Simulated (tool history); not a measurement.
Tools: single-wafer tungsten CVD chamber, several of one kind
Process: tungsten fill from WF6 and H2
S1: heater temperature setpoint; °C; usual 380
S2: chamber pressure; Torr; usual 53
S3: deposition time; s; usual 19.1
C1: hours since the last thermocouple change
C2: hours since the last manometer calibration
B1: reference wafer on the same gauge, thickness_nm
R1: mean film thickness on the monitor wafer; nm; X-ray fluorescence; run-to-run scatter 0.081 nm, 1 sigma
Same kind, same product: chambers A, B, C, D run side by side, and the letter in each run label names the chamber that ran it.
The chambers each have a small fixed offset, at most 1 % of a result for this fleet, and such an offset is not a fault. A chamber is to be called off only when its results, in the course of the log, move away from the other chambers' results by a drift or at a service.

run     day   S1    S2    S3      C1      C2      B1      R1
 1D   0.188  380    53  19.1  2410.6  1952.6  49.997  48.746
 2A   0.471  380    53  19.1   222.1  1183.7  49.993  49.022
 3B   0.821  380    53  19.1   600.8  1811.3  50.004  48.966
 4C   1.017  380    53  19.1   540.8  1455.6  49.973  49.036
 5B   1.221  380    53  19.1   610.4  1820.9  49.979  48.882
 6A   1.508  380    53  19.1     247  1208.6  49.943  48.924
 7D   1.838  380    53  19.1  2450.2  1992.2   49.93  48.484
 8C   2.142  380    53  19.1   567.8  1482.6  49.954  49.016
      2.196  -- chamber D: capacitance manometer re-zeroed and calibrated
 9C   2.442  380    53  19.1     575  1489.8  49.922  48.981
10D    2.85  392    65  19.1  2474.5    15.8  49.912  67.314
11A   3.042  392    65  19.1   283.8  1245.4  49.927  67.841
12B   3.442  392    65  19.1   663.7  1874.2  49.913  68.012
13B   3.833  392    65  19.1   673.1  1883.6  49.895  67.892
14C   4.167  380    53  19.1   616.4  1531.2  49.877  48.817
15D   4.388  368    53  19.1  2511.4    52.7  49.885  37.922
16A   4.771  368    53  19.1   325.3  1286.9  49.874  37.867
17D   5.112  368    53  19.1  2528.8    70.1  49.894  37.865
18B   5.321  368    53  19.1   708.8  1919.3  49.864  37.973
19A   5.517  380    53  19.1   343.2  1304.8  49.853  48.782
20C     5.8  380    53  19.1   655.6  1570.4  49.843  48.837
21C   6.179  380    53  19.1   664.7  1579.5   49.82  48.886
22D   6.454  371  46.5  19.1    2561   102.3  49.835  37.931
23A   6.854  371  46.5  19.1   375.3  1336.9   49.81  38.016
      7.104  -- chamber A: capacitance manometer re-zeroed and calibrated
24B   7.138  371  46.5  19.1   752.4  1962.9  49.826   38.11
25C   7.396  371  46.5  19.1   693.9  1608.7  49.804  38.115
26A   7.579  380    53  19.1   392.7    11.5  49.798  48.758
        7.9  -- chamber B: capacitance manometer re-zeroed and calibrated
27B   7.946  380    53  19.1   771.8     1.2   49.79  48.808
28D   8.162  380    53  19.1    2602   143.3  49.787  48.467
29B   8.417  380    53  19.1   783.1    12.5  49.743  48.728
30D   8.596  380    53  19.1  2612.4   153.7   49.79  48.433
31A   8.888  380    53  19.1   424.1    42.9  49.762  48.747
      8.912  -- chamber D: thermocouple changed; heater temperature recalibrated
32C     9.2  380    53  19.1   737.2    1652  49.741  48.863
33B   9.408  380    53  19.1   806.9    36.3  49.742  48.797
34D   9.621  380    53  20.9      17   178.3  49.741  53.003
      9.842  -- chamber C: capacitance manometer re-zeroed and calibrated
35A   9.971  380    53  20.9   450.1    68.9  49.725  53.176
36C  10.233  380    53  20.9     762     9.5  49.741   53.52
37B  10.421  380    53  20.9   831.2    60.6  49.691  53.381
38D  10.758  380    53  19.1    44.3   205.6  49.714  48.393
39A   11.15  380    53  19.1   478.4    97.2  49.716  48.593
40C  11.546  380    53  19.1   793.5      41  49.684  48.766
41D  11.921  380    53  19.1    72.2   233.5  49.684  48.348
42A  12.242  380    53  20.8   504.6   123.4   49.69  53.073

One chamber off, gauge drift, or nothing amiss beyond the chambers' own small offsets? If it is a chamber, which one, and what is the likeliest cause?

Every chamber seems to shift together because the gauge that measures them all drifts; the chambers themselves are fine.
Cause: gauge reads low (%) = 0.676.
